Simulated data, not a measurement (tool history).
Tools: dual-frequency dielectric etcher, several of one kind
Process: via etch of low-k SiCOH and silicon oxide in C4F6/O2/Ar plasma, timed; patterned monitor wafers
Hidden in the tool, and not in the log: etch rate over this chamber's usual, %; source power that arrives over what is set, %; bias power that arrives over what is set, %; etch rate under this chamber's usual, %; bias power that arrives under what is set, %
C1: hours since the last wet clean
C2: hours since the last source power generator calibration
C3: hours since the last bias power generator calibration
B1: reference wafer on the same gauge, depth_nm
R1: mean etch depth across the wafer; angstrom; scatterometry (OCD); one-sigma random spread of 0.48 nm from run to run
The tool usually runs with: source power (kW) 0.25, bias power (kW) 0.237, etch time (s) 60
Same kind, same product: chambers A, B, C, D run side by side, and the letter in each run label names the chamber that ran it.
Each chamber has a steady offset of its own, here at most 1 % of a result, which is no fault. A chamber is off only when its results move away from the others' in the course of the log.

run 1D hour=10 | source_power_(kW)=0.25 bias_power_(kW)=0.237 etch_time_(s)=60 | C1=110.6 C2=2329.3 C3=1740.6 | B1=154.08 | R1=1417.1
run 2C hour=23.6 | source_power_(kW)=0.25 bias_power_(kW)=0.237 etch_time_(s)=60 | C1=288.5 C2=863.4 C3=1707 | B1=153.95 | R1=1444.9
run 3B hour=33.9 | source_power_(kW)=0.25 bias_power_(kW)=0.237 etch_time_(s)=60 | C1=221.2 C2=4002.2 C3=840.3 | B1=154.12 | R1=1435.2
run 4A hour=41.9 | source_power_(kW)=0.25 bias_power_(kW)=0.237 etch_time_(s)=60 | C1=173.4 C2=264.5 C3=1266.1 | B1=154.11 | R1=1428.3
run 5B hour=49.6 | source_power_(kW)=0.25 bias_power_(kW)=0.237 etch_time_(s)=60 | C1=236.9 C2=4017.9 C3=856 | B1=154.01 | R1=1440.7
run 6A hour=60.2 | source_power_(kW)=0.25 bias_power_(kW)=0.237 etch_time_(s)=60 | C1=191.7 C2=282.8 C3=1284.4 | B1=154.09 | R1=1447
run 7C hour=69.2 | source_power_(kW)=0.25 bias_power_(kW)=0.237 etch_time_(s)=60 | C1=334.1 C2=909 C3=1752.6 | B1=153.98 | R1=1434.4
run 8D hour=78.5 | source_power_(kW)=0.25 bias_power_(kW)=0.237 etch_time_(s)=60 | C1=179.1 C2=2397.8 C3=1809.1 | B1=153.95 | R1=1414.6
run 9A hour=89.2 | source_power_(kW)=0.25 bias_power_(kW)=0.237 etch_time_(s)=60 | C1=220.7 C2=311.8 C3=1313.4 | B1=154.06 | R1=1426.7
run 10C hour=97.9 | source_power_(kW)=0.25 bias_power_(kW)=0.237 etch_time_(s)=60 | C1=362.8 C2=937.7 C3=1781.3 | B1=153.97 | R1=1435.5
run 11D hour=104.4 | source_power_(kW)=0.25 bias_power_(kW)=0.237 etch_time_(s)=60 | C1=205 C2=2423.7 C3=1835 | B1=153.93 | R1=1431.4
run 12B hour=112 | source_power_(kW)=0.25 bias_power_(kW)=0.18 etch_time_(s)=53.5 | C1=299.3 C2=4080.3 C3=918.4 | B1=154.03 | R1=1167.3
run 13A hour=125.8 | source_power_(kW)=0.25 bias_power_(kW)=0.18 etch_time_(s)=53.5 | C1=257.3 C2=348.4 C3=1350 | B1=154.05 | R1=1174.3
run 14D hour=139.7 | source_power_(kW)=0.25 bias_power_(kW)=0.18 etch_time_(s)=53.5 | C1=240.3 C2=2459 C3=1870.3 | B1=154.05 | R1=1163.4
run 15C hour=148.5 | source_power_(kW)=0.25 bias_power_(kW)=0.18 etch_time_(s)=53.5 | C1=413.4 C2=988.3 C3=1831.9 | B1=153.98 | R1=1174.9
run 16B hour=160.7 | source_power_(kW)=0.29 bias_power_(kW)=0.261 etch_time_(s)=60 | C1=348 C2=4129 C3=967.1 | B1=153.89 | R1=1571.6
run 17C hour=168.5 | source_power_(kW)=0.29 bias_power_(kW)=0.261 etch_time_(s)=60 | C1=433.4 C2=1008.3 C3=1851.9 | B1=154.06 | R1=1563.6
run 18D hour=181.2 | source_power_(kW)=0.29 bias_power_(kW)=0.261 etch_time_(s)=60 | C1=281.8 C2=2500.5 C3=1911.8 | B1=153.96 | R1=1557.4
run 19B hour=190.1 | source_power_(kW)=0.29 bias_power_(kW)=0.261 etch_time_(s)=60 | C1=377.4 C2=4158.4 C3=996.5 | B1=153.89 | R1=1569.1
run 20A hour=196.9 | source_power_(kW)=0.25 bias_power_(kW)=0.237 etch_time_(s)=60 | C1=328.4 C2=419.5 C3=1421.1 | B1=153.93 | R1=1438.2
run 21B hour=204.5 | source_power_(kW)=0.25 bias_power_(kW)=0.237 etch_time_(s)=60 | C1=391.8 C2=4172.8 C3=1010.9 | B1=154.07 | R1=1438.3
run 22A hour=217.3 | source_power_(kW)=0.25 bias_power_(kW)=0.237 etch_time_(s)=60 | C1=348.8 C2=439.9 C3=1441.5 | B1=154 | R1=1433.7
run 23D hour=231.1 | source_power_(kW)=0.25 bias_power_(kW)=0.237 etch_time_(s)=42.5 | C1=331.7 C2=2550.4 C3=1961.7 | B1=154.04 | R1=1006.7
run 24C hour=238 | source_power_(kW)=0.25 bias_power_(kW)=0.237 etch_time_(s)=42.5 | C1=502.9 C2=1077.8 C3=1921.4 | B1=153.99 | R1=1021.9
run 25A hour=248.4 | source_power_(kW)=0.25 bias_power_(kW)=0.237 etch_time_(s)=42.5 | C1=379.9 C2=471 C3=1472.6 | B1=153.88 | R1=1018.8
run 26C hour=260.4 | source_power_(kW)=0.25 bias_power_(kW)=0.237 etch_time_(s)=42.5 | C1=525.3 C2=1100.2 C3=1943.8 | B1=153.98 | R1=1026.5
-- hour=271.6 chamber C: wet clean of the chamber
run 27D hour=272.8 | source_power_(kW)=0.25 bias_power_(kW)=0.237 etch_time_(s)=60 | C1=373.4 C2=2592.1 C3=2003.4 | B1=153.94 | R1=1426.3
run 28B hour=285.5 | source_power_(kW)=0.25 bias_power_(kW)=0.237 etch_time_(s)=60 | C1=472.8 C2=4253.8 C3=1091.9 | B1=153.99 | R1=1436.4
run 29B hour=296.7 | source_power_(kW)=0.25 bias_power_(kW)=0.237 etch_time_(s)=60 | C1=484 C2=4265 C3=1103.1 | B1=154.04 | R1=1432.9
-- hour=304.3 chamber D: wet clean of the chamber
run 30A hour=307 | source_power_(kW)=0.25 bias_power_(kW)=0.237 etch_time_(s)=60 | C1=438.5 C2=529.6 C3=1531.2 | B1=154.04 | R1=1437.5
run 31C hour=316 | source_power_(kW)=0.25 bias_power_(kW)=0.237 etch_time_(s)=60 | C1=44.4 C2=1155.8 C3=1999.4 | B1=153.9 | R1=1440.8
-- hour=322.4 chamber A: wet clean of the chamber
run 32D hour=329.1 | source_power_(kW)=0.25 bias_power_(kW)=0.237 etch_time_(s)=60 | C1=24.9 C2=2648.4 C3=2059.7 | B1=154.15 | R1=1428.4
-- hour=331.2 chamber D: bias power generator calibrated
-- hour=336.9 chamber B: wet clean of the chamber
run 33A hour=340.6 | source_power_(kW)=0.25 bias_power_(kW)=0.237 etch_time_(s)=60 | C1=18.3 C2=563.2 C3=1564.8 | B1=154.08 | R1=1441.9
run 34B hour=354.9 | source_power_(kW)=0.25 bias_power_(kW)=0.237 etch_time_(s)=60 | C1=18 C2=4323.2 C3=1161.3 | B1=153.99 | R1=1436.4
run 35D hour=362.1 | source_power_(kW)=0.25 bias_power_(kW)=0.237 etch_time_(s)=60 | C1=57.9 C2=2681.4 C3=30.9 | B1=153.94 | R1=1423.3
run 36C hour=369.4 | source_power_(kW)=0.25 bias_power_(kW)=0.237 etch_time_(s)=60 | C1=97.8 C2=1209.2 C3=2052.8 | B1=154.01 | R1=1432.8
run 37A hour=376.5 | source_power_(kW)=0.25 bias_power_(kW)=0.237 etch_time_(s)=60 | C1=54.2 C2=599.1 C3=1600.7 | B1=154.06 | R1=1435.5
run 38D hour=385 | source_power_(kW)=0.25 bias_power_(kW)=0.237 etch_time_(s)=60 | C1=80.8 C2=2704.3 C3=53.8 | B1=153.96 | R1=1415.6
run 39C hour=399.4 | source_power_(kW)=0.25 bias_power_(kW)=0.237 etch_time_(s)=60 | C1=127.8 C2=1239.2 C3=2082.8 | B1=154.06 | R1=1443.6

Which is it: a chamber that has drifted or been left off by a service, a gauge drift common to all chambers, or only each chamber's usual small offset? If a chamber is off, name it and its likeliest cause.

The fleet is healthy, with each chamber sitting at its usual small offset and no drift in the gauge.
